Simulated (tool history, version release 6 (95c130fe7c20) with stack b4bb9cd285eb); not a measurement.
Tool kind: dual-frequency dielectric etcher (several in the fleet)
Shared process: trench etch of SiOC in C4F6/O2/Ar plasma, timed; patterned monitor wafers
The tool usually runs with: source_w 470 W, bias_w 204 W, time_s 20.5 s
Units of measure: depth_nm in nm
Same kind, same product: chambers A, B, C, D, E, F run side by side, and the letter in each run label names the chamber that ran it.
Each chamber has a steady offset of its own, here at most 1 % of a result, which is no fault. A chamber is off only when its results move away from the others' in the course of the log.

run,day,source_w,bias_w,time_s,hours since the last wet clean,hours since the last source power generator calibration,hours since the last bias power generator calibration,"read-back reference wafer on the same gauge, depth_nm",depth_nm
1E,0.288,470,204,20.5,185.7,3315.8,566.2,51.058,46.912
2F,0.425,470,204,20.5,271.0,530.7,1777.3,51.128,47.559
3B,0.575,470,204,20.5,141.5,1651.9,2251.1,51.104,47.494
# day 0.692: chamber A: wet clean of the chamber
4D,0.750,470,204,20.5,346.6,1234.5,1990.3,51.096,47.326
5C,0.908,470,204,20.5,193.6,880.4,358.8,51.113,46.774
6A,1.146,470,204,20.5,11.0,1762.4,2500.8,51.114,47.589
7C,1.462,470,204,20.5,206.9,893.7,372.1,51.114,46.503
8A,1.658,470,204,20.5,23.3,1774.7,2513.1,51.069,47.573
9B,1.950,470,204,20.5,174.5,1684.9,2284.1,51.088,47.136
10F,2.262,470,204,20.5,315.1,574.8,1821.4,51.069,47.264
11E,2.546,520,204,18.0,239.9,3370.0,620.4,51.065,43.032
12D,2.683,520,204,18.0,393.0,1280.9,2036.7,51.146,43.227
13B,2.833,520,204,18.0,195.7,1706.1,2305.3,51.126,42.865
14D,3.088,520,204,18.0,402.7,1290.6,2046.4,51.044,43.184
15F,3.233,520,204,18.0,338.4,598.1,1844.7,51.184,42.971
16E,3.525,520,204,18.0,263.4,3393.5,643.9,51.094,42.922
17A,3.742,470,204,20.5,73.3,1824.7,2563.1,51.168,47.641
18C,4.058,470,204,20.5,269.2,956.0,434.4,51.102,46.935
19C,4.242,470,204,20.5,273.6,960.4,438.8,51.112,46.920
20E,4.492,470,204,20.5,286.6,3416.7,667.1,51.058,46.925
21B,4.671,470,204,20.5,239.8,1750.2,2349.4,51.124,47.229
# day 4.738: chamber F: wet clean of the chamber
22A,4.971,470,204,20.5,102.8,1854.2,2592.6,51.085,47.645
# day 5.196: chamber A: bias power generator calibrated
23F,5.258,470,204,20.5,12.6,646.7,1893.3,51.062,45.637
24D,5.538,470,204,20.5,461.5,1349.4,2105.2,51.072,47.146
25B,5.712,470,204,20.5,264.8,1775.2,2374.4,51.073,47.141
26C,5.933,470,204,20.5,314.2,1001.0,479.4,51.131,46.696
27E,6.075,470,204,20.5,324.6,3454.7,705.1,51.154,47.233
28F,6.383,470,204,20.5,39.6,673.7,1920.3,51.083,45.702
29D,6.554,470,204,20.5,485.9,1373.8,2129.6,51.078,47.459
30A,6.758,470,204,20.5,145.7,1897.1,37.6,51.046,47.772
31D,6.933,470,204,20.5,495.0,1382.9,2138.7,51.088,47.271
32B,7.083,470,204,20.5,297.7,1808.1,2407.3,51.075,47.031
33F,7.292,470,204,20.5,61.4,695.5,1942.1,51.114,45.715
# day 7.521: chamber D: wet clean of the chamber
34A,7.579,470,204,20.5,165.4,1916.8,57.3,51.130,47.652
35C,7.804,470,204,20.5,359.1,1045.9,524.3,51.136,46.926
36E,8.025,470,204,20.5,371.4,3501.5,751.9,51.040,47.036
37D,8.283,470,204,20.5,18.4,1415.3,2171.1,51.062,47.079
38E,8.450,470,204,20.5,381.6,3511.7,762.1,51.056,46.953

Is one chamber out of step, is the gauge drifting, or do the chambers differ by no more than their own small offsets? For an off chamber, give its letter and the likeliest cause.

A service on chamber F put it out of line with the rest.
Most likely cause: etch rate under this chamber's usual, % = 3.23.

Chamber F could run next with any of the 4 candidate recipes listed below; each alters the usual settings, and their results appear as question marks. Which one brings its results back in line with what the other chambers deliver on the usual settings?
In line means no further than this from the other chambers' mean on the usual settings: depth_nm 0.690 nm
39F-1,8.679,470,202,20.0,,,,,?
39F-2,8.679,510,204,20.5,,,,,?
39F-3,8.679,470,206,20.5,,,,,?
39F-4,8.679,470,203,20.5,,,,,?

On the usual settings, the other chambers give on average: depth_nm 47.162 nm
run,depth_nm
39F-1,44.344
39F-2,47.089
39F-3,45.743
39F-4,45.526
With 39F-2, the chamber falls back in line with the rest.
